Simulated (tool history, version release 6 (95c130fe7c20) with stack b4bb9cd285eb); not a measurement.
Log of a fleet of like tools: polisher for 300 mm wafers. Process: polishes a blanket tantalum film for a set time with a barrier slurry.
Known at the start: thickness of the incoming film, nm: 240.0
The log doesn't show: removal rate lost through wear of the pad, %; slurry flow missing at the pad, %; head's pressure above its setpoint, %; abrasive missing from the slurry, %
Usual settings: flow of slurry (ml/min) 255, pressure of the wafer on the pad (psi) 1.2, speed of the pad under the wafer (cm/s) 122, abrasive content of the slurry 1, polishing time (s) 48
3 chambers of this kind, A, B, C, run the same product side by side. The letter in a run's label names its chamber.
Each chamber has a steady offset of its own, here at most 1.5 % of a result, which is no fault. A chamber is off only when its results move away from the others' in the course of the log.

run   hour  flow of slurry (ml/min)  pressure of the wafer on the pad (psi)  speed of the pad under the wafer (cm/s)  abrasive content of the slurry  polishing time (s)  wafers polished on this pad  hours since the slurry nozzle was cleaned  hours since the head pressure was calibrated  hours since the slurry blender was calibrated  film removed (Å)
       0.3  -- chamber B: worn pad replaced by a new one
       1.6  -- chamber C: worn pad replaced by a new one
 1A    6.7                      255                                     1.2                                      122                               1                  48                          519                                      275.2                                         354.7                                             64            587.75
 2B   13.4                      255                                     1.2                                      122                               1                  48                          184                                        107                                         836.5                                            123            608.08
      13.8  -- chamber A: worn pad replaced by a new one
 3C   21.1                      255                                     1.2                                      122                               1                  48                          273                                      109.6                                         395.9                                          157.7             575.1
 4A   26.5                      255                                     1.2                                      122                               1                  48                          178                                        295                                         374.5                                           83.8            572.74
 5C   33.8                      255                                     1.2                                      122                               1                  48                          451                                      122.3                                         408.6                                          170.4             571.6
 6B   38.5                      255                                     1.2                                      122                               1                  48                          535                                      132.1                                         861.6                                          148.1            584.74
      39.5  -- chamber C: worn pad replaced by a new one
      43.7  -- chamber A: slurry blender recalibrated
 7A   47.2                      310                                     1.3                                      122                               1                  48                          467                                      315.7                                         395.2                                            3.6            632.21
      51.3  -- chamber A: head pressure recalibrated
 8C   55.5                      310                                     1.3                                      122                               1                  48                          223                                        144                                         430.3                                          192.1            639.02
      55.7  -- chamber B: worn pad replaced by a new one
      59.6  -- chamber B: slurry blender recalibrated
 9B   61.2                      310                                     1.3                                      122                               1                  48                           78                                      154.8                                         884.3                                            1.7             651.6
      63.1  -- chamber A: worn pad replaced by a new one
10A   68.1                      255                                     1.2                                      122                               1                  48                           70                                      336.6                                          16.8                                           24.5            564.88
11C   77.1                      255                                     1.2                                      122                               1                  48                          526                                      165.6                                         451.9                                          213.7            575.69
12B   84.4                      340                                     1.2                                      122                               1                  53                          402                                        178                                         907.5                                           24.9            671.26
      89.2  -- chamber C: worn pad replaced by a new one
13A   94.4                      340                                     1.2                                      122                               1                  53                          438                                      362.9                                          43.1                                           50.8            664.78
14C  101.3                      340                                     1.2                                      122                               1                  53                          169                                      189.8                                         476.1                                          237.9            657.91
15B  107.1                      320                                     1.2                                       98                               1                  48                          720                                      200.7                                         930.2                                           47.6             472.2
     109.1  -- chamber A: worn pad replaced by a new one
16A  112.5                      320                                     1.2                                       98                               1                  48                           47                                        381                                          61.2                                           68.9            486.81
17C  117.3                      320                                     1.2                                       98                               1                  48                          393                                      205.8                                         492.1                                          253.9            467.77
     119.9  -- chamber B: worn pad replaced by a new one
18B  123.2                      280                                     1.2                                      122                               1                  48                           46                                      216.8                                         946.3                                           63.7            589.69
     128.7  -- chamber C: worn pad replaced by a new one
19B  133.2                      280                                     1.2                                      122                               1                  48                          186                                      226.8                                         956.3                                           73.7            604.75
     134.9  -- chamber A: slurry nozzle cleaned
20A  143.4                      280                                     1.2                                      122                               1                  48                          479                                        8.6                                          92.1                                           99.8            591.93
21C  148.9                      285                                     1.2                                      146                               1                  48                          282                                      237.4                                         523.7                                          285.5             687.3
     154.8  -- chamber A: worn pad replaced by a new one
22A  155.7                      285                                     1.2                                      146                               1                  48                           13                                       20.9                                         104.4                                          112.1            699.22
23B  165.8                      285                                     1.2                                      146                               1                  48                          642                                      259.4                                         988.9                                          106.3            720.92
       168  -- chamber A: slurry blender recalibrated
24C  170.7                      255                                     1.2                                      122                               1                  48                          587                                      259.2                                         545.5                                          307.3            553.58
       174  -- chamber C: worn pad replaced by a new one
25C  176.7                      255                                     1.2                                      122                               1                  48                           38                                      265.2                                         551.5                                          313.3            560.74
     179.4  -- chamber B: worn pad replaced by a new one
26B  185.8                      255                                     1.2                                      122                               1                  48                           90                                      279.4                                        1008.9                                          126.3            609.36
27A  190.7                      255                                     1.2                                      122                               1                  48                          502                                       55.9                                         139.4                                           22.8            573.72
28A  198.3                      255                                     1.2                                      122                               1                  48                          609                                       63.5                                           147                                           30.4            579.87
29B  208.5                      255                                     1.2                                      122                               1                  48                          408                                      302.1                                        1031.6                                            149            618.06
30C  217.5                      255                                     1.2                                      122                               1                  48                          609                                        306                                         592.3                                          354.1            525.17

All 3 chambers run these settings next. Forecast each chamber's results:
31A  224.9                      255                                     1.6                                      122                               1                  48                                                                                                                                                                                      ?
31B  224.9                      255                                     1.6                                      122                               1                  48                                                                                                                                                                                      ?
31C  224.9                      255                                     1.6                                      122                               1                  48                                                                                                                                                                                      ?

run  film removed (Å)
31A            765.92
31B            774.19
31C            699.48
